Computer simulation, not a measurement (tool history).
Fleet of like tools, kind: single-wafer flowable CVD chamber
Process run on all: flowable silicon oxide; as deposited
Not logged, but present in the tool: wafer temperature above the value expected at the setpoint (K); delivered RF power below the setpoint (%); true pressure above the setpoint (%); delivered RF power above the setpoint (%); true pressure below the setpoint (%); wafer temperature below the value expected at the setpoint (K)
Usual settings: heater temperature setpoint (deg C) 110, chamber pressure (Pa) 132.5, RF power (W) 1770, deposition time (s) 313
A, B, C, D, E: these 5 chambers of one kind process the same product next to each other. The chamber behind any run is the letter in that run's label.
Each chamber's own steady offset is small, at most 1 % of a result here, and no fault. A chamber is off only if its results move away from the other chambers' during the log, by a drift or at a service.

run,hour,heater temperature setpoint (deg C),chamber pressure (Pa),RF power (W),deposition time (s),hours since the last thermocouple change,hours since the last RF generator calibration,hours since the last manometer calibration,"read-back reference wafer on the same gauge, thickness_nm",mean film thickness on the monitor wafer (nm)
1D,5.0,110,132.5,1770,313,728.4,6.9,2428.3,140.00,173.78
# hour 5.9: chamber A: capacitance manometer re-zeroed and calibrated
2B,8.6,110,132.5,1770,313,1173.6,673.8,962.1,140.05,174.58
3E,14.8,110,132.5,1770,313,1377.5,841.8,1419.0,140.03,175.67
4C,22.2,110,132.5,1770,313,255.1,1140.7,1247.2,140.06,173.30
5A,29.5,110,132.5,1770,313,1091.3,1019.8,23.7,140.12,175.36
6B,34.3,110,132.5,1770,313,1199.3,699.5,987.8,140.14,174.39
7C,39.8,110,132.5,1770,313,272.7,1158.3,1264.8,140.11,173.19
8E,43.2,110,132.5,1770,313,1405.9,870.2,1447.4,140.15,175.65
9A,47.0,110,132.5,1770,313,1108.8,1037.3,41.2,140.16,175.08
10D,50.8,110,132.5,1770,313,774.2,52.7,2474.1,140.19,174.42
11E,54.4,110,132.5,1770,313,1417.1,881.4,1458.6,140.17,175.76
12B,61.1,110,132.5,1770,313,1226.1,726.3,1014.6,140.24,174.84
13C,66.3,110,132.5,1770,313,299.2,1184.8,1291.3,140.25,173.78
14A,71.0,110,132.5,1770,313,1132.8,1061.3,65.2,140.30,175.31
15D,77.6,110,106.1,1770,361,801.0,79.5,2500.9,140.27,150.27
16B,84.4,110,106.1,1770,361,1249.4,749.6,1037.9,140.33,152.65
17E,88.2,110,106.1,1770,361,1450.9,915.2,1492.4,140.33,153.61
18C,95.3,110,106.1,1770,361,328.2,1213.8,1320.3,140.39,151.48
19A,101.2,110,106.1,1770,361,1163.0,1091.5,95.4,140.37,155.33
20D,105.1,110,132.5,1770,313,828.5,107.0,2528.4,140.34,174.50
21E,108.6,110,132.5,1770,313,1471.3,935.6,1512.8,140.40,176.34
22A,114.2,110,132.5,1770,313,1176.0,1104.5,108.4,140.43,175.48
23C,118.0,110,132.5,1770,313,350.9,1236.5,1343.0,140.45,173.83
24D,125.0,110,132.5,1770,313,848.4,126.9,2548.3,140.47,173.88
25B,128.8,110,132.5,1770,313,1293.8,794.0,1082.3,140.49,175.36
26B,133.0,110,132.5,1770,313,1298.0,798.2,1086.5,140.50,175.33
27D,138.6,110,132.5,1770,313,862.0,140.5,2561.9,140.55,174.66
28A,141.9,110,132.5,1770,313,1203.7,1132.2,136.1,140.54,175.91
29C,148.4,110,151.7,1770,313,381.3,1266.9,1373.4,140.52,203.64
30E,153.1,110,151.7,1770,313,1515.8,980.1,1557.3,140.57,206.12
31B,157.6,110,151.7,1770,313,1322.6,822.8,1111.1,140.65,204.87
32D,164.2,110,151.7,1770,313,887.6,166.1,2587.5,140.61,205.44
33E,168.3,110,151.7,1770,313,1531.0,995.3,1572.5,140.64,206.54
34A,174.0,110,132.5,1770,313,1235.8,1164.3,168.2,140.69,175.89

For the next run the whole fleet of 5 chambers uses the same settings. Give each chamber's results:
35A,179.4,110,132.5,1770,267,,,,,?
35B,179.4,110,132.5,1770,267,,,,,?
35C,179.4,110,132.5,1770,267,,,,,?
35D,179.4,110,132.5,1770,267,,,,,?
35E,179.4,110,132.5,1770,267,,,,,?

run,mean film thickness on the monitor wafer (nm)
35A,150.10
35B,149.52
35C,148.55
35D,149.20
35E,150.73
